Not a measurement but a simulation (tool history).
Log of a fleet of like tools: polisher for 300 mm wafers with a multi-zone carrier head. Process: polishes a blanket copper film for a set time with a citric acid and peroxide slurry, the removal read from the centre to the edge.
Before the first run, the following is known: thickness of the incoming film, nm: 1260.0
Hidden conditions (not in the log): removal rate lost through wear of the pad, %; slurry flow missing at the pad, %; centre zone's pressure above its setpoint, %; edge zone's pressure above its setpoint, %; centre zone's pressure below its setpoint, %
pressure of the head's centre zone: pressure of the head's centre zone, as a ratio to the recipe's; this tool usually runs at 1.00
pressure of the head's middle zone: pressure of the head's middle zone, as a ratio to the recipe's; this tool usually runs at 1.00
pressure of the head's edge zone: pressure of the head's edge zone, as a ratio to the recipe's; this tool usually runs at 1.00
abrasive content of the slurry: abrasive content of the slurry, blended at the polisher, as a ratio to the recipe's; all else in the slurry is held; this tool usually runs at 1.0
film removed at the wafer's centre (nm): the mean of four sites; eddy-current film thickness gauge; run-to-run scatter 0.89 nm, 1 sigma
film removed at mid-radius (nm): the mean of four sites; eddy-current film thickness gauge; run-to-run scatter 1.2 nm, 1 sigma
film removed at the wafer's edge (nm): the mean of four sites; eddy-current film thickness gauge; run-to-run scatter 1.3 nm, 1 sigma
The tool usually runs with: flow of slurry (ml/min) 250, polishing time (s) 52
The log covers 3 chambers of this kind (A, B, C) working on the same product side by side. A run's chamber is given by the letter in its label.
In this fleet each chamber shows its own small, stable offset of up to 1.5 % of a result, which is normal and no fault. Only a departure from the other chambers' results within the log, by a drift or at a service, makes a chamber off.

run	hour	flow of slurry (ml/min)	pressure of the head's centre zone	pressure of the head's middle zone	pressure of the head's edge zone	abrasive content of the slurry	polishing time (s)	wafers polished on this pad	hours since the slurry nozzle was cleaned	hours since the centre zone pressure was calibrated	hours since the edge zone pressure was calibrated	film removed at the wafer's centre (nm)	film removed at mid-radius (nm)	film removed at the wafer's edge (nm)
1A	4.1	250	1.00	1.00	1.00	1.0	52	209	57.1	382.7	18.7	98.837	96.608	96.790
2C	7.6	250	1.00	1.00	1.00	1.0	52	382	525.2	527.7	624.5	96.612	95.740	95.200
3B	10.4	250	1.00	1.00	1.00	1.0	52	242	403.6	799.4	516.1	98.441	95.570	93.845
4C	14.0	250	1.00	1.00	1.00	1.0	52	446	531.6	534.1	630.9	94.894	94.306	96.448
5A	18.5	250	1.00	1.00	1.00	1.0	52	353	71.5	397.1	33.1	97.803	96.478	97.784
6B	21.4	250	1.00	1.00	1.00	1.0	52	352	414.6	810.4	527.1	95.856	97.392	99.039
7C	26.3	250	1.00	1.00	1.00	1.0	52	568	543.9	546.4	643.2	96.624	94.738	97.156
8B	30.5	250	1.04	1.10	1.00	1.0	52	442	423.7	819.5	536.2	99.337	105.840	94.948
9A	33.7	250	1.04	1.10	1.00	1.0	52	504	86.7	412.3	48.3	100.740	105.990	98.359
# hour 34.4: chamber C: slurry nozzle cleaned
10C	36.9	250	1.04	1.10	1.00	1.0	52	674	2.5	557.0	653.8	101.430	104.870	98.420
11B	41.9	250	1.00	1.07	1.00	0.8	52	556	435.1	830.9	547.6	92.050	96.092	91.768
# hour 42.4: chamber A: worn pad replaced by a new one
12A	46.8	250	1.00	1.07	1.00	0.8	52	44	99.8	425.4	61.4	92.418	98.417	92.806
# hour 49.9: chamber C: worn pad replaced by a new one
13A	50.0	250	1.00	1.07	1.00	0.8	52	76	103.0	428.6	64.6	90.822	96.731	93.091
14C	55.2	250	1.00	1.00	1.00	1.0	52	53	20.8	575.3	672.1	96.112	97.557	97.066
15B	58.0	250	1.00	1.00	1.00	1.0	52	716	451.2	847.0	563.7	95.921	96.983	95.858
16A	60.6	250	1.00	1.00	1.00	1.0	52	181	113.6	439.2	75.2	95.359	94.306	97.363
17C	64.6	250	1.00	1.00	1.00	1.0	52	146	30.2	584.7	681.5	95.629	95.614	96.385
# hour 70.0: chamber C: centre zone pressure recalibrated
18B	70.0	250	1.11	1.00	1.00	1.0	52	835	463.2	859.0	575.7	107.460	94.850	96.543
# hour 71.6: chamber B: worn pad replaced by a new one
19B	72.8	250	1.11	1.00	1.00	1.0	52	12	466.0	861.8	578.5	110.060	95.999	97.302
# hour 75.6: chamber B: centre zone pressure recalibrated
20C	75.9	250	1.11	1.00	1.00	1.0	52	259	41.5	5.9	692.8	109.990	94.882	95.508
21A	80.7	250	1.00	1.00	1.00	1.0	52	381	133.7	459.3	95.3	95.687	95.782	97.313
22C	83.7	250	1.00	1.04	1.00	1.0	52	336	49.3	13.7	700.6	96.180	103.210	94.193
23A	87.4	250	1.00	1.04	1.00	1.0	52	448	140.4	466.0	102.0	94.714	99.634	99.215
# hour 89.5: chamber A: worn pad replaced by a new one
24B	90.7	250	1.00	1.04	1.00	1.0	52	190	483.9	15.1	596.4	85.674	97.907	96.139
25B	94.2	250	1.00	1.00	0.95	1.0	52	225	487.4	18.6	599.9	86.662	94.847	95.064
26A	98.8	250	1.00	1.00	0.95	1.0	52	93	151.8	477.4	113.4	97.647	98.848	97.631
27C	103.9	250	1.00	1.00	0.95	1.0	52	537	69.5	33.9	720.8	96.800	95.640	93.699
28B	109.1	250	1.00	1.00	1.00	1.0	52	374	502.3	33.5	614.8	85.116	94.545	95.674
29A	111.9	250	1.00	1.00	1.00	1.0	52	223	164.9	490.5	126.5	95.870	94.375	96.401
30C	114.6	250	1.00	1.00	1.00	1.0	52	644	80.2	44.6	731.5	96.310	97.021	96.544
31C	118.7	250	1.00	1.00	1.00	1.0	52	685	84.3	48.7	735.6	96.126	95.750	96.056
32A	121.1	250	1.00	1.00	1.00	1.0	52	315	174.1	499.7	135.7	96.851	95.616	97.482
# hour 125.3: chamber C: worn pad replaced by a new one
33B	125.6	250	1.00	1.00	1.00	1.0	52	538	518.8	50.0	631.3	85.967	96.621	96.804
34A	129.1	250	1.00	1.00	1.00	1.0	52	394	182.1	507.7	143.7	95.098	96.502	96.559
35C	132.1	250	1.00	1.00	1.00	1.0	52	67	97.7	62.1	749.0	97.673	95.026	98.201
36B	137.3	250	1.00	1.00	1.00	1.0	52	654	530.5	61.7	643.0	85.651	94.346	97.201
37C	142.0	250	1.00	1.00	1.00	1.0	52	166	107.6	72.0	758.9	97.377	94.552	96.754
38A	144.7	250	1.00	1.00	0.89	1.0	52	550	197.7	523.3	159.3	95.438	94.015	94.716
# hour 146.9: chamber A: worn pad replaced by a new one
39B	148.4	250	1.00	1.00	0.89	1.0	52	765	541.6	72.8	654.1	86.614	96.653	88.707
40A	153.6	250	1.00	1.00	0.89	1.0	52	67	206.6	532.2	168.2	97.027	93.254	94.164

All 3 chambers run these settings next. Forecast each chamber's results:
41A	157.4	250	1.00	1.00	0.96	1.0	52					?	?	?
41B	157.4	250	1.00	1.00	0.96	1.0	52					?	?	?
41C	157.4	250	1.00	1.00	0.96	1.0	52					?	?	?

run	film removed at the wafer's centre (nm)	film removed at mid-radius (nm)	film removed at the wafer's edge (nm)
41A	97.917	95.905	95.700
41B	84.066	97.162	95.345
41C	96.179	96.931	96.111
